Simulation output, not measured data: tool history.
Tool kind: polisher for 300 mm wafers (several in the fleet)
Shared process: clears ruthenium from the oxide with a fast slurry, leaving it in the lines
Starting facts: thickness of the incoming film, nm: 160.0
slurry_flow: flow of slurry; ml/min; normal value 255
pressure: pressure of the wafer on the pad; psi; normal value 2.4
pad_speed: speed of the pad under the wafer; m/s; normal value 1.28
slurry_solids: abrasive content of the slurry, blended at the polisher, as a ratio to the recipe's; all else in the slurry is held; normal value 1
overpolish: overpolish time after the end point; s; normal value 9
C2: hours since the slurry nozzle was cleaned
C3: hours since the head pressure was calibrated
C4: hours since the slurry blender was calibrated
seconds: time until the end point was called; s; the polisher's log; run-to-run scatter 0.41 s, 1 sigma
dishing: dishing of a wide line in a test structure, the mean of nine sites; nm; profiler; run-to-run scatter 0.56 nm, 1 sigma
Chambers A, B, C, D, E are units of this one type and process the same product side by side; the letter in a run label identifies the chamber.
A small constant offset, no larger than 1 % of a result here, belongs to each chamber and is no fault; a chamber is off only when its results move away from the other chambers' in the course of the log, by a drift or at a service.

{"hour": 2.6, "done": "chamber B: worn pad replaced by a new one"}
{"hour": 9.1, "done": "chamber E: worn pad replaced by a new one"}
{"hour": 14.9, "done": "chamber D: worn pad replaced by a new one"}
{"run": "1D", "hour": 15.4, "slurry_flow": 255, "pressure": 2.4, "pad_speed": 1.28, "slurry_solids": 1, "overpolish": 9, "wafers polished on this pad": 5, "C2": 267.6, "C3": 289.6, "C4": 108.7, "seconds": 35.68, "dishing": 31.499}
{"hour": 16.6, "done": "chamber E: slurry blender recalibrated"}
{"run": "2A", "hour": 27.8, "slurry_flow": 255, "pressure": 2.4, "pad_speed": 1.28, "slurry_solids": 1, "overpolish": 9, "wafers polished on this pad": 432, "C2": 502.9, "C3": 196.2, "C4": 157.9, "seconds": 35.867, "dishing": 31.573}
{"run": "3C", "hour": 41.8, "slurry_flow": 255, "pressure": 2.4, "pad_speed": 1.28, "slurry_solids": 1, "overpolish": 9, "wafers polished on this pad": 490, "C2": 356.0, "C3": 433.6, "C4": 169.8, "seconds": 35.637, "dishing": 30.758}
{"run": "4B", "hour": 54.6, "slurry_flow": 255, "pressure": 2.4, "pad_speed": 1.28, "slurry_solids": 1, "overpolish": 9, "wafers polished on this pad": 492, "C2": 479.2, "C3": 95.3, "C4": 252.5, "seconds": 36.282, "dishing": 31.873}
{"run": "5E", "hour": 67.7, "slurry_flow": 255, "pressure": 2.4, "pad_speed": 1.28, "slurry_solids": 1, "overpolish": 9, "wafers polished on this pad": 555, "C2": 422.1, "C3": 151.2, "C4": 51.2, "seconds": 35.997, "dishing": 31.91}
{"run": "6A", "hour": 75.3, "slurry_flow": 255, "pressure": 2.4, "pad_speed": 1.28, "slurry_solids": 1, "overpolish": 9, "wafers polished on this pad": 881, "C2": 550.4, "C3": 243.7, "C4": 205.4, "seconds": 35.704, "dishing": 31.586}
{"hour": 78.4, "done": "chamber B: worn pad replaced by a new one"}
{"run": "7C", "hour": 87.6, "slurry_flow": 255, "pressure": 2.4, "pad_speed": 1.28, "slurry_solids": 1, "overpolish": 9, "wafers polished on this pad": 923, "C2": 401.8, "C3": 479.4, "C4": 215.6, "seconds": 35.868, "dishing": 32.44}
{"hour": 89.9, "done": "chamber B: slurry blender recalibrated"}
{"hour": 93.4, "done": "chamber A: worn pad replaced by a new one"}
{"hour": 100.9, "done": "chamber D: worn pad replaced by a new one"}
{"run": "8D", "hour": 102.8, "slurry_flow": 255, "pressure": 2.4, "pad_speed": 1.28, "slurry_solids": 1, "overpolish": 9, "wafers polished on this pad": 18, "C2": 355.0, "C3": 377.0, "C4": 196.1, "seconds": 36.558, "dishing": 32.444}
{"hour": 103.6, "done": "chamber C: worn pad replaced by a new one"}
{"hour": 108.2, "done": "chamber E: slurry nozzle cleaned"}
{"run": "9B", "hour": 117.4, "slurry_flow": 255, "pressure": 2.4, "pad_speed": 1.28, "slurry_solids": 1, "overpolish": 9, "wafers polished on this pad": 369, "C2": 542.0, "C3": 158.1, "C4": 27.5, "seconds": 36.041, "dishing": 30.964}
{"run": "10E", "hour": 127.3, "slurry_flow": 255, "pressure": 2.4, "pad_speed": 1.28, "slurry_solids": 1, "overpolish": 9, "wafers polished on this pad": 1119, "C2": 19.2, "C3": 210.8, "C4": 110.8, "seconds": 36.256, "dishing": 30.942}
{"run": "11B", "hour": 143.2, "slurry_flow": 255, "pressure": 2.4, "pad_speed": 1.28, "slurry_solids": 1, "overpolish": 9, "wafers polished on this pad": 613, "C2": 567.8, "C3": 183.9, "C4": 53.3, "seconds": 36.335, "dishing": 31.04}
{"hour": 149.8, "done": "chamber E: worn pad replaced by a new one"}
{"hour": 154.6, "done": "chamber B: worn pad replaced by a new one"}
{"run": "12D", "hour": 158.9, "slurry_flow": 255, "pressure": 2.4, "pad_speed": 1.28, "slurry_solids": 1, "overpolish": 9, "wafers polished on this pad": 549, "C2": 411.1, "C3": 433.1, "C4": 252.2, "seconds": 35.69, "dishing": 30.57}
{"hour": 161.8, "done": "chamber D: head pressure recalibrated"}
{"run": "13C", "hour": 169.4, "slurry_flow": 255, "pressure": 2.4, "pad_speed": 1.28, "slurry_solids": 1, "overpolish": 9, "wafers polished on this pad": 622, "C2": 483.6, "C3": 561.2, "C4": 297.4, "seconds": 35.473, "dishing": 31.253}
{"run": "14A", "hour": 177.3, "slurry_flow": 255, "pressure": 2.4, "pad_speed": 1.28, "slurry_solids": 1, "overpolish": 9, "wafers polished on this pad": 794, "C2": 652.4, "C3": 345.7, "C4": 307.4, "seconds": 36.241, "dishing": 31.748}
{"hour": 181.9, "done": "chamber C: slurry blender recalibrated"}
{"hour": 186.7, "done": "chamber D: worn pad replaced by a new one"}
{"run": "15E", "hour": 187.8, "slurry_flow": 255, "pressure": 2.4, "pad_speed": 1.28, "slurry_solids": 1, "overpolish": 9, "wafers polished on this pad": 359, "C2": 79.7, "C3": 271.3, "C4": 171.3, "seconds": 35.779, "dishing": 32.11}
{"hour": 199.6, "done": "chamber C: worn pad replaced by a new one"}
{"run": "16B", "hour": 203.5, "slurry_flow": 255, "pressure": 2.4, "pad_speed": 1.68, "slurry_solids": 1, "overpolish": 11, "wafers polished on this pad": 463, "C2": 628.1, "C3": 244.2, "C4": 113.6, "seconds": 27.525, "dishing": 45.706}
{"hour": 206.8, "done": "chamber A: worn pad replaced by a new one"}
{"run": "17E", "hour": 215.6, "slurry_flow": 255, "pressure": 2.4, "pad_speed": 1.68, "slurry_solids": 1, "overpolish": 11, "wafers polished on this pad": 622, "C2": 107.5, "C3": 299.1, "C4": 199.1, "seconds": 27.163, "dishing": 47.023}
{"run": "18C", "hour": 228.4, "slurry_flow": 255, "pressure": 2.4, "pad_speed": 1.68, "slurry_solids": 1, "overpolish": 11, "wafers polished on this pad": 272, "C2": 542.6, "C3": 620.2, "C4": 46.6, "seconds": 26.819, "dishing": 46.28}
{"hour": 232.0, "done": "chamber B: worn pad replaced by a new one"}
{"hour": 234.4, "done": "chamber A: slurry nozzle cleaned"}
{"run": "19A", "hour": 241.0, "slurry_flow": 255, "pressure": 2.4, "pad_speed": 1.68, "slurry_solids": 1, "overpolish": 11, "wafers polished on this pad": 323, "C2": 6.6, "C3": 409.4, "C4": 371.1, "seconds": 26.966, "dishing": 45.143}
{"run": "20D", "hour": 256.1, "slurry_flow": 255, "pressure": 2.4, "pad_speed": 1.68, "slurry_solids": 1, "overpolish": 11, "wafers polished on this pad": 657, "C2": 508.3, "C3": 94.3, "C4": 349.4, "seconds": 27.512, "dishing": 46.831}
{"run": "21E", "hour": 267.9, "slurry_flow": 255, "pressure": 2.4, "pad_speed": 1.28, "slurry_solids": 1, "overpolish": 9, "wafers polished on this pad": 1117, "C2": 159.8, "C3": 351.4, "C4": 251.4, "seconds": 35.35, "dishing": 31.942}
{"hour": 270.4, "done": "chamber A: slurry blender recalibrated"}
{"hour": 270.7, "done": "chamber D: worn pad replaced by a new one"}
{"hour": 273.2, "done": "chamber E: slurry blender recalibrated"}
{"hour": 273.3, "done": "chamber E: worn pad replaced by a new one"}
{"run": "22A", "hour": 280.5, "slurry_flow": 255, "pressure": 2.4, "pad_speed": 1.28, "slurry_solids": 1, "overpolish": 9, "wafers polished on this pad": 697, "C2": 46.1, "C3": 448.9, "C4": 10.2, "seconds": 35.869, "dishing": 31.03}
{"run": "23B", "hour": 291.8, "slurry_flow": 255, "pressure": 2.4, "pad_speed": 1.28, "slurry_solids": 1, "overpolish": 9, "wafers polished on this pad": 566, "C2": 716.4, "C3": 332.5, "C4": 201.9, "seconds": 35.711, "dishing": 31.537}
{"hour": 294.5, "done": "chamber D: slurry blender recalibrated"}
{"hour": 295.9, "done": "chamber A: worn pad replaced by a new one"}
{"run": "24D", "hour": 305.1, "slurry_flow": 255, "pressure": 2.4, "pad_speed": 1.28, "slurry_solids": 1, "overpolish": 9, "wafers polished on this pad": 326, "C2": 557.3, "C3": 143.3, "C4": 10.7, "seconds": 35.869, "dishing": 32.405}
{"hour": 308.8, "done": "chamber C: worn pad replaced by a new one"}
{"run": "25C", "hour": 313.8, "slurry_flow": 255, "pressure": 2.4, "pad_speed": 1.28, "slurry_solids": 1, "overpolish": 9, "wafers polished on this pad": 47, "C2": 628.0, "C3": 705.6, "C4": 132.0, "seconds": 35.125, "dishing": 30.234}
{"hour": 319.6, "done": "chamber B: worn pad replaced by a new one"}
{"run": "26A", "hour": 329.6, "slurry_flow": 255, "pressure": 2.4, "pad_speed": 1.28, "slurry_solids": 1, "overpolish": 9, "wafers polished on this pad": 319, "C2": 95.2, "C3": 498.0, "C4": 59.3, "seconds": 35.714, "dishing": 31.389}
{"hour": 338.4, "done": "chamber C: slurry nozzle cleaned"}
{"hour": 338.5, "done": "chamber B: slurry blender recalibrated"}
{"hour": 340.9, "done": "chamber D: worn pad replaced by a new one"}
{"run": "27C", "hour": 341.7, "slurry_flow": 255, "pressure": 2.4, "pad_speed": 1.28, "slurry_solids": 1, "overpolish": 9, "wafers polished on this pad": 311, "C2": 3.3, "C3": 733.5, "C4": 159.9, "seconds": 35.966, "dishing": 31.871}
{"run": "28E", "hour": 357.0, "slurry_flow": 255, "pressure": 2.4, "pad_speed": 1.28, "slurry_solids": 1, "overpolish": 9, "wafers polished on this pad": 792, "C2": 248.9, "C3": 440.5, "C4": 83.8, "seconds": 35.731, "dishing": 32.85}
{"hour": 361.9, "done": "chamber B: slurry nozzle cleaned"}
{"run": "29B", "hour": 370.5, "slurry_flow": 255, "pressure": 2.4, "pad_speed": 1.28, "slurry_solids": 1, "overpolish": 9, "wafers polished on this pad": 482, "C2": 8.7, "C3": 411.2, "C4": 32.1, "seconds": 35.378, "dishing": 31.859}
{"run": "30D", "hour": 377.5, "slurry_flow": 255, "pressure": 2.4, "pad_speed": 1.28, "slurry_solids": 1, "overpolish": 9, "wafers polished on this pad": 347, "C2": 629.7, "C3": 215.7, "C4": 83.1, "seconds": 36.148, "dishing": 31.434}
{"run": "31B", "hour": 388.5, "slurry_flow": 255, "pressure": 2.4, "pad_speed": 1.28, "slurry_solids": 1, "overpolish": 9, "wafers polished on this pad": 652, "C2": 26.7, "C3": 429.2, "C4": 50.1, "seconds": 35.829, "dishing": 31.567}

Is one chamber off against the others, does the gauge drift, or is nothing wrong? If a chamber is off, say which, and what the likeliest cause is.

Beyond each chamber's small constant offset nothing stands out, and the gauge stays steady.
